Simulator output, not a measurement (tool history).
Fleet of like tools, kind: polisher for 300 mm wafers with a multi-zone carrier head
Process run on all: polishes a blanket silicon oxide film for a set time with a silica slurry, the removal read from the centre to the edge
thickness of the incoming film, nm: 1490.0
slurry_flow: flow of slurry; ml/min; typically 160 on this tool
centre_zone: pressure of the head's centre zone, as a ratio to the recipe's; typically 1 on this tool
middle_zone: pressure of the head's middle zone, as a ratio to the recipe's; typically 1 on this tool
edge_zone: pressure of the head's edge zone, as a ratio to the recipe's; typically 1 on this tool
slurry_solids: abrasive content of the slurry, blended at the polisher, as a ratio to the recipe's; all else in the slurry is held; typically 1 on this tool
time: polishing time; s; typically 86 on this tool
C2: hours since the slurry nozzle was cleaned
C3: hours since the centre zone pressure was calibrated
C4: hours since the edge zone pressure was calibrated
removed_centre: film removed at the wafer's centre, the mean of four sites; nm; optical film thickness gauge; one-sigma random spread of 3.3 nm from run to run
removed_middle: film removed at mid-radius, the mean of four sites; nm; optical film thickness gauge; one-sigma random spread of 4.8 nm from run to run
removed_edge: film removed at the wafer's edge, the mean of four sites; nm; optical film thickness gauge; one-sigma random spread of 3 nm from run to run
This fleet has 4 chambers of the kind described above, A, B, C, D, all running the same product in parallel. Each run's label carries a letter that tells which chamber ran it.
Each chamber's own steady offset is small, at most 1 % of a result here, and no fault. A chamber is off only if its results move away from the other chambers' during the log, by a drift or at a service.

run 1A hour=6.8 | slurry_flow=160 centre_zone=1 middle_zone=1 edge_zone=1 slurry_solids=1 time=86 | wafers_polished_on_this_pad=883 C2=249.1 C3=326.6 C4=535.5 | removed_centre=328.41 removed_middle=337.51 removed_edge=339.9
run 2B hour=12.8 | slurry_flow=160 centre_zone=1 middle_zone=1 edge_zone=1 slurry_solids=1 time=86 | wafers_polished_on_this_pad=295 C2=332.8 C3=306.8 C4=202.3 | removed_centre=338.76 removed_middle=326.78 removed_edge=332.31
run 3C hour=19.3 | slurry_flow=160 centre_zone=1 middle_zone=1 edge_zone=1 slurry_solids=1 time=86 | wafers_polished_on_this_pad=508 C2=42.9 C3=1277.3 C4=389.3 | removed_centre=334.7 removed_middle=334.53 removed_edge=333.83
run 4D hour=23.6 | slurry_flow=160 centre_zone=1 middle_zone=1 edge_zone=1 slurry_solids=1 time=86 | wafers_polished_on_this_pad=364 C2=67.9 C3=840.4 C4=44.8 | removed_centre=338.52 removed_middle=331.95 removed_edge=329.74
-- hour=26.6 chamber A: worn pad replaced by a new one
run 5B hour=30 | slurry_flow=160 centre_zone=1 middle_zone=1 edge_zone=1 slurry_solids=1 time=86 | wafers_polished_on_this_pad=408 C2=350 C3=324 C4=219.5 | removed_centre=330.88 removed_middle=327.03 removed_edge=334.2
run 6C hour=36.3 | slurry_flow=160 centre_zone=1 middle_zone=1 edge_zone=1 slurry_solids=1 time=86 | wafers_polished_on_this_pad=619 C2=59.9 C3=1294.3 C4=406.3 | removed_centre=337.24 removed_middle=336.72 removed_edge=335.07
run 7A hour=43.2 | slurry_flow=160 centre_zone=1 middle_zone=1 edge_zone=1 slurry_solids=1 time=86 | wafers_polished_on_this_pad=109 C2=285.5 C3=363 C4=571.9 | removed_centre=327.77 removed_middle=331.34 removed_edge=334.52
run 8D hour=48.2 | slurry_flow=160 centre_zone=1 middle_zone=1 edge_zone=1 slurry_solids=1 time=86 | wafers_polished_on_this_pad=525 C2=92.5 C3=865 C4=69.4 | removed_centre=332.23 removed_middle=331.04 removed_edge=329.02
run 9D hour=53.6 | slurry_flow=160 centre_zone=1 middle_zone=1 edge_zone=1 slurry_solids=1 time=86 | wafers_polished_on_this_pad=561 C2=97.9 C3=870.4 C4=74.8 | removed_centre=330.44 removed_middle=336.2 removed_edge=338.43
run 10A hour=57.1 | slurry_flow=160 centre_zone=1 middle_zone=1 edge_zone=1 slurry_solids=1 time=86 | wafers_polished_on_this_pad=200 C2=299.4 C3=376.9 C4=585.8 | removed_centre=331.8 removed_middle=331.61 removed_edge=340.69
-- hour=58.7 chamber D: worn pad replaced by a new one
run 11B hour=61.7 | slurry_flow=160 centre_zone=1 middle_zone=1 edge_zone=1 slurry_solids=1 time=100 | wafers_polished_on_this_pad=616 C2=381.7 C3=355.7 C4=251.2 | removed_centre=385.95 removed_middle=392.01 removed_edge=391.18
run 12C hour=67.5 | slurry_flow=160 centre_zone=1 middle_zone=1 edge_zone=1 slurry_solids=1 time=100 | wafers_polished_on_this_pad=824 C2=91.1 C3=1325.5 C4=437.5 | removed_centre=386.99 removed_middle=385.31 removed_edge=390.21
run 13D hour=74.6 | slurry_flow=160 centre_zone=1 middle_zone=1 edge_zone=1 slurry_solids=1 time=100 | wafers_polished_on_this_pad=104 C2=118.9 C3=891.4 C4=95.8 | removed_centre=393.44 removed_middle=389.5 removed_edge=385.15
run 14C hour=79.9 | slurry_flow=160 centre_zone=1 middle_zone=1 edge_zone=1 slurry_solids=1 time=100 | wafers_polished_on_this_pad=906 C2=103.5 C3=1337.9 C4=449.9 | removed_centre=385.6 removed_middle=392.64 removed_edge=384.91
run 15B hour=84.1 | slurry_flow=160 centre_zone=1 middle_zone=1 edge_zone=1 slurry_solids=1 time=86 | wafers_polished_on_this_pad=764 C2=404.1 C3=378.1 C4=273.6 | removed_centre=333.36 removed_middle=333.15 removed_edge=344.54
run 16A hour=90.8 | slurry_flow=160 centre_zone=1 middle_zone=1 edge_zone=1 slurry_solids=1 time=86 | wafers_polished_on_this_pad=422 C2=333.1 C3=410.6 C4=619.5 | removed_centre=335.99 removed_middle=332.83 removed_edge=338.73
run 17C hour=97.7 | slurry_flow=160 centre_zone=1 middle_zone=1 edge_zone=1 slurry_solids=1 time=86 | wafers_polished_on_this_pad=1022 C2=121.3 C3=1355.7 C4=467.7 | removed_centre=335.38 removed_middle=335.9 removed_edge=334.84
run 18D hour=104.3 | slurry_flow=160 centre_zone=1 middle_zone=1 edge_zone=1 slurry_solids=1 time=86 | wafers_polished_on_this_pad=299 C2=148.6 C3=921.1 C4=125.5 | removed_centre=334.72 removed_middle=332.84 removed_edge=332.43
-- hour=109.2 chamber D: centre zone pressure recalibrated
run 19B hour=111 | slurry_flow=160 centre_zone=1 middle_zone=1 edge_zone=1 slurry_solids=1 time=86 | wafers_polished_on_this_pad=940 C2=431 C3=405 C4=300.5 | removed_centre=334.84 removed_middle=336.89 removed_edge=337.57
run 20A hour=116.1 | slurry_flow=160 centre_zone=1 middle_zone=1 edge_zone=1 slurry_solids=1 time=86 | wafers_polished_on_this_pad=588 C2=358.4 C3=435.9 C4=644.8 | removed_centre=351.01 removed_middle=323.35 removed_edge=333.14
run 21D hour=120.4 | slurry_flow=160 centre_zone=1 middle_zone=1 edge_zone=1 slurry_solids=1 time=86 | wafers_polished_on_this_pad=405 C2=164.7 C3=11.2 C4=141.6 | removed_centre=336.69 removed_middle=340.02 removed_edge=332.29
run 22C hour=125.4 | slurry_flow=160 centre_zone=1 middle_zone=1 edge_zone=1 slurry_solids=1 time=86 | wafers_polished_on_this_pad=1204 C2=149 C3=1383.4 C4=495.4 | removed_centre=341.11 removed_middle=340.94 removed_edge=334.39
run 23A hour=131.9 | slurry_flow=160 centre_zone=1 middle_zone=1 edge_zone=1 slurry_solids=1 time=86 | wafers_polished_on_this_pad=692 C2=374.2 C3=451.7 C4=660.6 | removed_centre=348.84 removed_middle=330.87 removed_edge=337.12
run 24B hour=136 | slurry_flow=160 centre_zone=1 middle_zone=1 edge_zone=1 slurry_solids=1 time=86 | wafers_polished_on_this_pad=1104 C2=456 C3=430 C4=325.5 | removed_centre=332.36 removed_middle=334.79 removed_edge=337.31
run 25C hour=142.5 | slurry_flow=160 centre_zone=1 middle_zone=1 edge_zone=1 slurry_solids=1 time=86 | wafers_polished_on_this_pad=1317 C2=166.1 C3=1400.5 C4=512.5 | removed_centre=332.45 removed_middle=334.27 removed_edge=333.57
run 26D hour=145.7 | slurry_flow=160 centre_zone=1 middle_zone=1 edge_zone=1 slurry_solids=1 time=86 | wafers_polished_on_this_pad=571 C2=190 C3=36.5 C4=166.9 | removed_centre=333.49 removed_middle=333.65 removed_edge=327.09
run 27B hour=151.3 | slurry_flow=160 centre_zone=1 middle_zone=1 edge_zone=1 slurry_solids=1 time=86 | wafers_polished_on_this_pad=1205 C2=471.3 C3=445.3 C4=340.8 | removed_centre=335.19 removed_middle=338.03 removed_edge=335.54
-- hour=155.7 chamber B: edge zone pressure recalibrated
run 28A hour=155.7 | slurry_flow=160 centre_zone=1 middle_zone=1 edge_zone=1 slurry_solids=1 time=86 | wafers_polished_on_this_pad=848 C2=398 C3=475.5 C4=684.4 | removed_centre=364.19 removed_middle=334.57 removed_edge=335.23
run 29A hour=161.3 | slurry_flow=160 centre_zone=1 middle_zone=1 edge_zone=1 slurry_solids=1 time=86 | wafers_polished_on_this_pad=885 C2=403.6 C3=481.1 C4=690 | removed_centre=362.39 removed_middle=326.25 removed_edge=337.39
-- hour=162.8 chamber D: slurry nozzle cleaned
run 30D hour=164.5 | slurry_flow=160 centre_zone=1 middle_zone=1 edge_zone=1 slurry_solids=1 time=86 | wafers_polished_on_this_pad=695 C2=1.7 C3=55.3 C4=185.7 | removed_centre=334.45 removed_middle=330.03 removed_edge=331.72
-- hour=169 chamber B: slurry nozzle cleaned
run 31B hour=170.6 | slurry_flow=160 centre_zone=1 middle_zone=1 edge_zone=1 slurry_solids=1 time=69 | wafers_polished_on_this_pad=1332 C2=1.6 C3=464.6 C4=15 | removed_centre=267.7 removed_middle=272.05 removed_edge=269.93
run 32C hour=177.7 | slurry_flow=160 centre_zone=1 middle_zone=1 edge_zone=1 slurry_solids=1 time=69 | wafers_polished_on_this_pad=1548 C2=201.3 C3=1435.7 C4=547.7 | removed_centre=270.47 removed_middle=275 removed_edge=266.95
run 33C hour=181.1 | slurry_flow=160 centre_zone=1 middle_zone=1 edge_zone=1 slurry_solids=1 time=69 | wafers_polished_on_this_pad=1570 C2=204.7 C3=1439.1 C4=551.1 | removed_centre=264.39 removed_middle=261.84 removed_edge=267.18

All 4 chambers run these settings next. Forecast each chamber's results:
run 34A hour=186.2 | slurry_flow=160 centre_zone=1 middle_zone=1 edge_zone=1 slurry_solids=1 time=86 | removed_centre=? removed_middle=? removed_edge=?
run 34B hour=186.2 | slurry_flow=160 centre_zone=1 middle_zone=1 edge_zone=1 slurry_solids=1 time=86 | removed_centre=? removed_middle=? removed_edge=?
run 34C hour=186.2 | slurry_flow=160 centre_zone=1 middle_zone=1 edge_zone=1 slurry_solids=1 time=86 | removed_centre=? removed_middle=? removed_edge=?
run 34D hour=186.2 | slurry_flow=160 centre_zone=1 middle_zone=1 edge_zone=1 slurry_solids=1 time=86 | removed_centre=? removed_middle=? removed_edge=?

run=34A removed_centre=371.41 removed_middle=332.59 removed_edge=337.18
run=34B removed_centre=334.67 removed_middle=332.06 removed_edge=338.48
run=34C removed_centre=339.08 removed_middle=327.27 removed_edge=329.22
run=34D removed_centre=328.19 removed_middle=330.53 removed_edge=335.49
